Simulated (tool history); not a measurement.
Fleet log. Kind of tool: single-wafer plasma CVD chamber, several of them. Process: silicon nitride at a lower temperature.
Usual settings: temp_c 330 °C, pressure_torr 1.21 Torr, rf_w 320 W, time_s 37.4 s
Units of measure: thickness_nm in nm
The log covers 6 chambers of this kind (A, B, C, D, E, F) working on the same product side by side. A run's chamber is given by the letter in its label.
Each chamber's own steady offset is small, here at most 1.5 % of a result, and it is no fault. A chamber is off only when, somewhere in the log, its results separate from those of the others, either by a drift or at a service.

run	hour	temp_c	pressure_torr	rf_w	time_s	hours since the last thermocouple change	hours since the last RF generator calibration	hours since the last manometer calibration	read-back reference wafer on the same gauge, thickness_nm	thickness_nm
1D	10.5	330	1.21	320	37.4	430	953.1	318	48.02	42.83
2A	17	330	1.21	320	37.4	227.4	465.3	225.1	47.983	42.439
3F	22.9	330	1.21	320	37.4	325.1	1632	1043.8	47.99	42.836
4C	30.4	330	1.21	320	37.4	2305.8	835.5	1537.7	48.012	43.16
5E	36.6	330	1.21	320	37.4	444.5	1006.4	2330.8	47.994	42.654
6B	44.7	330	1.49	320	37.4	491.8	483.7	835.2	47.96	45.403
7E	50.3	330	1.49	320	37.4	458.2	1020.1	2344.5	47.964	45.115
8B	57.1	330	1.49	320	37.4	504.2	496.1	847.6	47.979	45.029
9D	62.5	330	1.49	320	37.4	482	1005.1	370	47.988	45.621
10C	72.7	330	1.49	320	37.4	2348.1	877.8	1580	47.984	45.891
11A	80.9	330	1.49	320	37.4	291.3	529.2	289	48.001	45.492
12F	88.3	330	1.21	320	37.4	390.5	1697.4	1109.2	47.993	42.782
13A	94.1	330	1.21	320	37.4	304.5	542.4	302.2	48.01	42.667
14F	101.9	330	1.21	320	37.4	404.1	1711	1122.8	47.958	42.539
15C	109.2	330	1.21	320	37.4	2384.6	914.3	1616.5	48.017	43.137
16B	117.6	330	1.21	320	37.4	564.7	556.6	908.1	48.009	41.971
17D	125.2	330	1.21	320	37.4	544.7	1067.8	432.7	48.012	42.963
18E	135.9	330	1.21	320	43.3	543.8	1105.7	2430.1	47.98	49.231
19C	141.7	330	1.21	320	43.3	2417.1	946.8	1649	47.981	49.749
20F	148.2	330	1.21	320	43.3	450.4	1757.3	1169.1	47.999	49.884
21A	153.1	330	1.21	320	43.3	363.5	601.4	361.2	48.043	49.406
# hour 157.9: chamber B: capacitance manometer re-zeroed and calibrated
22E	161.7	330	1.21	320	43.3	569.6	1131.5	2455.9	47.984	49.205
23B	169.3	330	1.21	320	43.3	616.4	608.3	11.4	48.059	48.601
24D	177.8	330	1.21	320	37.4	597.3	1120.4	485.3	48.001	42.705
25F	186.7	330	1.21	320	37.4	488.9	1795.8	1207.6	47.964	42.852
26E	191.9	330	1.21	320	37.4	599.8	1161.7	2486.1	47.982	42.698
27A	197.9	330	1.21	320	37.4	408.3	646.2	406	47.975	42.659
28B	204.3	330	1.21	320	37.4	651.4	643.3	46.4	48.002	41.671
29C	213.8	330	1.31	360	37.4	2489.2	1018.9	1721.1	47.969	47.586
# hour 221.3: chamber E: RF generator calibrated
30D	223.6	330	1.31	360	37.4	643.1	1166.2	531.1	47.985	47.313
31A	231	330	1.31	360	37.4	441.4	679.3	439.1	48.003	46.762
32D	240.5	330	1.31	360	37.4	660	1183.1	548	48.012	47.428
33E	250.6	330	1.31	360	37.4	658.5	29.3	2544.8	47.99	46.962
34C	255.7	330	1.31	360	37.4	2531.1	1060.8	1763	48.01	47.55
# hour 257: chamber C: RF generator calibrated
35F	265.2	330	1.21	320	37.4	567.4	1874.3	1286.1	48.011	42.769
36B	271.5	330	1.21	320	37.4	718.6	710.5	113.6	47.976	40.969
# hour 275.4: chamber C: thermocouple changed; heater temperature recalibrated
37B	278.4	330	1.21	320	37.4	725.5	717.4	120.5	48.011	41.061
38F	283.9	330	1.21	320	37.4	586.1	1893	1304.8	48.02	42.847
39A	293.5	330	1.21	320	37.4	503.9	741.8	501.6	47.982	42.676
40D	300.7	330	1.21	320	37.4	720.2	1243.3	608.2	47.99	42.793
41C	309.2	330	1.21	320	37.4	33.8	52.2	1816.5	47.997	42.733
42E	314	330	1.21	320	37.4	721.9	92.7	2608.2	48.001	42.594

Decide between three cases: one chamber stands off from its peers, the gauge reading all wafers drifts, or nothing is wrong past each chamber's small offset. Where a chamber is off, say which and what most likely put it there.

Little by little, chamber B moves away from the other chambers.
Most likely cause: delivered RF power below the setpoint (%) = 6.62.

Which of the 4 candidates below, each the usual settings with something changed and its results left as question marks, puts chamber B back in line with what the other chambers give on the usual settings?
A result is in line if it is within this distance of the other chambers' mean on the usual settings: thickness_nm 0.51 nm
43B-1	321.7	330	1.2	315	36.8					?
43B-2	321.7	331	1.03	320	37.4					?
43B-3	321.7	330	1.22	320	38.3					?
43B-4	321.7	330	1.21	320	39.2					?

Mean of the other chambers on the usual settings: thickness_nm 42.787 nm
run	thickness_nm
43B-1	39.581
43B-2	38.836
43B-3	41.828
43B-4	42.709
With 43B-4, the chamber falls back in line with the rest.
